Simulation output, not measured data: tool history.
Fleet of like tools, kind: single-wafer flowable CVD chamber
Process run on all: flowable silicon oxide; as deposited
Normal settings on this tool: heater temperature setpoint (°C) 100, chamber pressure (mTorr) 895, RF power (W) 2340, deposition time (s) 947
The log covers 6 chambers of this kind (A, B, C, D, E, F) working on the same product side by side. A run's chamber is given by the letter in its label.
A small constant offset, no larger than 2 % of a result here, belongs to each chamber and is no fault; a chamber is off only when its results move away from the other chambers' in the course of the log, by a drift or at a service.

| run | hour | heater temperature setpoint (°C) | chamber pressure (mTorr) | RF power (W) | deposition time (s) | read-back reference wafer on the same gauge, thickness_nm | mean film thickness on the monitor wafer (Å) |
|---|---|---|---|---|---|---|---|
| 1C | 9.9 | 100 | 895 | 2340 | 947 | 674.95 | 6930.1 |
| 2B | 22.5 | 100 | 895 | 2340 | 947 | 675.14 | 6771.1 |
| 3A | 29.6 | 100 | 895 | 2340 | 947 | 675.42 | 6906.1 |
| 4F | 38.9 | 100 | 895 | 2340 | 947 | 675.21 | 6818.6 |
| 5E | 50.2 | 100 | 895 | 2340 | 947 | 675.30 | 6770.8 |
| 6D | 62.1 | 100 | 895 | 2340 | 947 | 675.60 | 6862.3 |
| 7B | 68.9 | 100 | 895 | 2340 | 947 | 676.09 | 6773.1 |
| 8C | 76.0 | 100 | 895 | 2340 | 947 | 675.84 | 6942.1 |
| 9A | 85.1 | 100 | 895 | 2340 | 947 | 675.99 | 6916.8 |
| 10F | 98.5 | 100 | 895 | 2340 | 947 | 676.24 | 6811.4 |
| 11E | 105.5 | 100 | 895 | 2340 | 947 | 676.16 | 6757.4 |
| 12D | 114.3 | 100 | 895 | 2340 | 947 | 676.47 | 6863.4 |
| 13B | 121.5 | 100 | 895 | 2340 | 947 | 676.18 | 6779.7 |
| 14C | 133.2 | 100 | 895 | 2340 | 947 | 676.15 | 6926.9 |
| 15E | 144.4 | 100 | 895 | 2340 | 947 | 676.59 | 6783.2 |
| 16F | 152.5 | 100 | 895 | 2340 | 947 | 676.70 | 6807.8 |
| 17A | 161.9 | 104 | 1056 | 2340 | 947 | 677.05 | 7464.8 |
| 18D | 172.7 | 104 | 1056 | 2340 | 947 | 676.63 | 7328.5 |
| 19A | 179.5 | 104 | 1056 | 2340 | 947 | 676.86 | 7438.1 |
| 20E | 189.4 | 104 | 1056 | 2340 | 947 | 676.96 | 7238.9 |
| 21C | 198.0 | 104 | 1056 | 2340 | 947 | 677.19 | 7412.4 |
| 22D | 207.7 | 104 | 1056 | 2340 | 947 | 677.16 | 7312.4 |
| 23F | 215.0 | 100 | 895 | 2340 | 947 | 677.25 | 6806.0 |
| 24B | 223.0 | 100 | 895 | 2340 | 947 | 677.38 | 6809.4 |
| 25C | 230.6 | 100 | 895 | 2340 | 947 | 677.43 | 6963.5 |
|  | 233.7 | chamber C: capacitance manometer re-zeroed and calibrated |
| 26D | 238.0 | 100 | 895 | 2340 | 947 | 677.63 | 6874.6 |
| 27A | 249.5 | 100 | 895 | 2340 | 947 | 677.71 | 6928.0 |
| 28F | 260.5 | 100 | 895 | 2340 | 947 | 677.67 | 6811.8 |
| 29E | 270.1 | 93 | 895 | 2340 | 947 | 678.04 | 8547.8 |
| 30B | 284.4 | 93 | 895 | 2340 | 947 | 677.88 | 8538.7 |
| 31C | 299.1 | 93 | 895 | 2340 | 947 | 678.16 | 8799.8 |
| 32A | 313.6 | 93 | 895 | 2340 | 947 | 678.38 | 8701.5 |
| 33E | 325.3 | 93 | 895 | 2340 | 947 | 678.57 | 8572.8 |
| 34B | 338.7 | 93 | 895 | 2340 | 947 | 678.54 | 8557.5 |
| 35D | 351.3 | 100 | 895 | 2340 | 947 | 678.78 | 6901.8 |
| 36F | 362.0 | 100 | 895 | 2340 | 947 | 678.83 | 6845.6 |
| 37E | 369.0 | 100 | 895 | 2340 | 947 | 678.97 | 6795.6 |
| 38A | 379.4 | 100 | 895 | 2340 | 947 | 679.29 | 6950.0 |
| 39B | 394.5 | 100 | 895 | 2340 | 947 | 679.14 | 6836.8 |

What goes on in this fleet: one chamber off, a drifting gauge, or nothing beyond the chambers' own small offsets? Name the chamber and the cause, if any.

None of the chambers is off. What moves is the gauge, dragging all their readings along together.
Cause: gauge reads high (%) = 0.636.
